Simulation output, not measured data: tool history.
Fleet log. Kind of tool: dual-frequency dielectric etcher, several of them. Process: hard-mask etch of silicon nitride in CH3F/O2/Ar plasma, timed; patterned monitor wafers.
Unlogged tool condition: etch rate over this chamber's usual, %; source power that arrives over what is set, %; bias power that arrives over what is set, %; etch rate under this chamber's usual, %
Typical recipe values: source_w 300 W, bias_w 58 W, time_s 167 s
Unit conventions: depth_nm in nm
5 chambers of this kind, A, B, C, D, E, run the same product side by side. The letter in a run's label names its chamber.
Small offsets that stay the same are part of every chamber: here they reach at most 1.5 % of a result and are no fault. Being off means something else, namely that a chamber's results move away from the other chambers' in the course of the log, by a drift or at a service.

| run | hour | source_w | bias_w | time_s | hours since the last wet clean | hours since the last source power generator calibration | hours since the last bias power generator calibration | read-back reference wafer on the same gauge, depth_nm | depth_nm |
|---|---|---|---|---|---|---|---|---|---|
| 1A | 5.6 | 300 | 58 | 167 | 253 | 2491.2 | 3234.3 | 114.11 | 96.849 |
| 2D | 12.7 | 300 | 58 | 167 | 329.5 | 2193.1 | 1485 | 114.07 | 97.523 |
| 3E | 23.3 | 300 | 58 | 167 | 70.7 | 2855.7 | 1663.3 | 114.16 | 97.059 |
| 4B | 32.6 | 300 | 58 | 167 | 358.5 | 861.2 | 3215.5 | 114.16 | 97.409 |
| 5C | 42.7 | 280 | 58 | 167 | 328.4 | 1228.6 | 1030.3 | 114.14 | 95.536 |
| 6C | 48.8 | 280 | 58 | 167 | 334.5 | 1234.7 | 1036.4 | 113.99 | 94.109 |
| 7D | 59.7 | 280 | 58 | 167 | 376.5 | 2240.1 | 1532 | 114.12 | 94.595 |
| 8B | 65.3 | 280 | 58 | 167 | 391.2 | 893.9 | 3248.2 | 114.22 | 95.589 |
|  | 68.3 | chamber E: bias power generator calibrated |
| 9E | 75.7 | 280 | 58 | 167 | 123.1 | 2908.1 | 7.5 | 114.17 | 94.423 |
| 10A | 84 | 340 | 58 | 195.5 | 331.4 | 2569.6 | 3312.7 | 114.14 | 118.1 |
| 11C | 91.9 | 340 | 58 | 195.5 | 377.6 | 1277.8 | 1079.5 | 113.95 | 120.59 |
| 12B | 100.9 | 340 | 58 | 195.5 | 426.8 | 929.5 | 3283.8 | 114.18 | 121.12 |
| 13A | 111.3 | 340 | 58 | 195.5 | 358.7 | 2596.9 | 3340 | 114.08 | 118.35 |
| 14E | 123.3 | 340 | 58 | 195.5 | 170.7 | 2955.7 | 55.1 | 114.14 | 119.46 |
| 15D | 135.4 | 300 | 58 | 167 | 452.2 | 2315.8 | 1607.7 | 114 | 97.912 |
|  | 136 | chamber B: wet clean of the chamber |
| 16A | 141.6 | 300 | 58 | 167 | 389 | 2627.2 | 3370.3 | 114.25 | 96.895 |
| 17C | 149.5 | 300 | 58 | 167 | 435.2 | 1335.4 | 1137.1 | 113.96 | 96.893 |
| 18E | 160.1 | 300 | 58 | 167 | 207.5 | 2992.5 | 91.9 | 114.14 | 97.626 |
| 19D | 171.8 | 370 | 58 | 167 | 488.6 | 2352.2 | 1644.1 | 114.1 | 106.57 |
| 20B | 184.2 | 370 | 58 | 167 | 48.3 | 1012.8 | 3367.1 | 113.97 | 106.57 |
| 21B | 192.4 | 370 | 58 | 167 | 56.5 | 1021 | 3375.3 | 114.13 | 106.49 |
| 22A | 198.9 | 370 | 58 | 167 | 446.3 | 2684.5 | 3427.6 | 113.98 | 104.7 |
| 23D | 210.2 | 370 | 58 | 167 | 527 | 2390.6 | 1682.5 | 114.19 | 105.66 |
|  | 215.2 | chamber A: wet clean of the chamber |
| 24E | 219.9 | 300 | 58 | 167 | 267.3 | 3052.3 | 151.7 | 114.15 | 97.101 |
| 25C | 228 | 300 | 69 | 167 | 513.7 | 1413.9 | 1215.6 | 114.18 | 102.75 |
| 26C | 235.5 | 300 | 69 | 167 | 521.2 | 1421.4 | 1223.1 | 113.95 | 103.39 |
| 27B | 243.1 | 300 | 69 | 167 | 107.2 | 1071.7 | 3426 | 114.06 | 104.33 |
| 28A | 252.2 | 300 | 69 | 167 | 37.1 | 2737.8 | 3480.9 | 114.18 | 106.74 |
| 29D | 261.4 | 300 | 69 | 167 | 578.2 | 2441.8 | 1733.7 | 114.2 | 103.38 |
| 30E | 269.4 | 300 | 58 | 167 | 316.8 | 3101.8 | 201.2 | 114 | 97.795 |
| 31A | 277.4 | 300 | 58 | 167 | 62.3 | 2763 | 3506.1 | 114.04 | 99.707 |
| 32E | 289.2 | 300 | 58 | 167 | 336.6 | 3121.6 | 221 | 114.13 | 97.463 |
| 33B | 298.5 | 300 | 58 | 167 | 162.6 | 1127.1 | 3481.4 | 114.05 | 97.716 |
| 34C | 311.2 | 300 | 58 | 167 | 596.9 | 1497.1 | 1298.8 | 114.31 | 97.499 |
|  | 322.8 | chamber B: bias power generator calibrated |
| 35D | 323.5 | 300 | 58 | 167 | 640.3 | 2503.9 | 1795.8 | 114.25 | 97.72 |
| 36A | 330.2 | 300 | 58 | 167 | 115.1 | 2815.8 | 3558.9 | 114.03 | 100.3 |
|  | 331.5 | chamber D: wet clean of the chamber |
|  | 335.3 | chamber C: wet clean of the chamber |
| 37C | 342.3 | 300 | 53 | 209.5 | 7.1 | 1528.2 | 1329.9 | 114.05 | 117.62 |
| 38B | 348.7 | 300 | 53 | 209.5 | 212.8 | 1177.3 | 26 | 114.09 | 118.52 |
| 39D | 357.5 | 300 | 53 | 209.5 | 26 | 2537.9 | 1829.8 | 114.06 | 119.06 |

The same settings go to every chamber for the next run, one line per chamber below. Forecast the results for each:
| 40A | 366.6 | 300 | 58 | 167 |  |  |  |  | ? |
| 40B | 366.6 | 300 | 58 | 167 |  |  |  |  | ? |
| 40C | 366.6 | 300 | 58 | 167 |  |  |  |  | ? |
| 40D | 366.6 | 300 | 58 | 167 |  |  |  |  | ? |
| 40E | 366.6 | 300 | 58 | 167 |  |  |  |  | ? |

| run | depth_nm |
|---|---|
| 40A | 100.43 |
| 40B | 98.225 |
| 40C | 97.371 |
| 40D | 97.723 |
| 40E | 97.778 |

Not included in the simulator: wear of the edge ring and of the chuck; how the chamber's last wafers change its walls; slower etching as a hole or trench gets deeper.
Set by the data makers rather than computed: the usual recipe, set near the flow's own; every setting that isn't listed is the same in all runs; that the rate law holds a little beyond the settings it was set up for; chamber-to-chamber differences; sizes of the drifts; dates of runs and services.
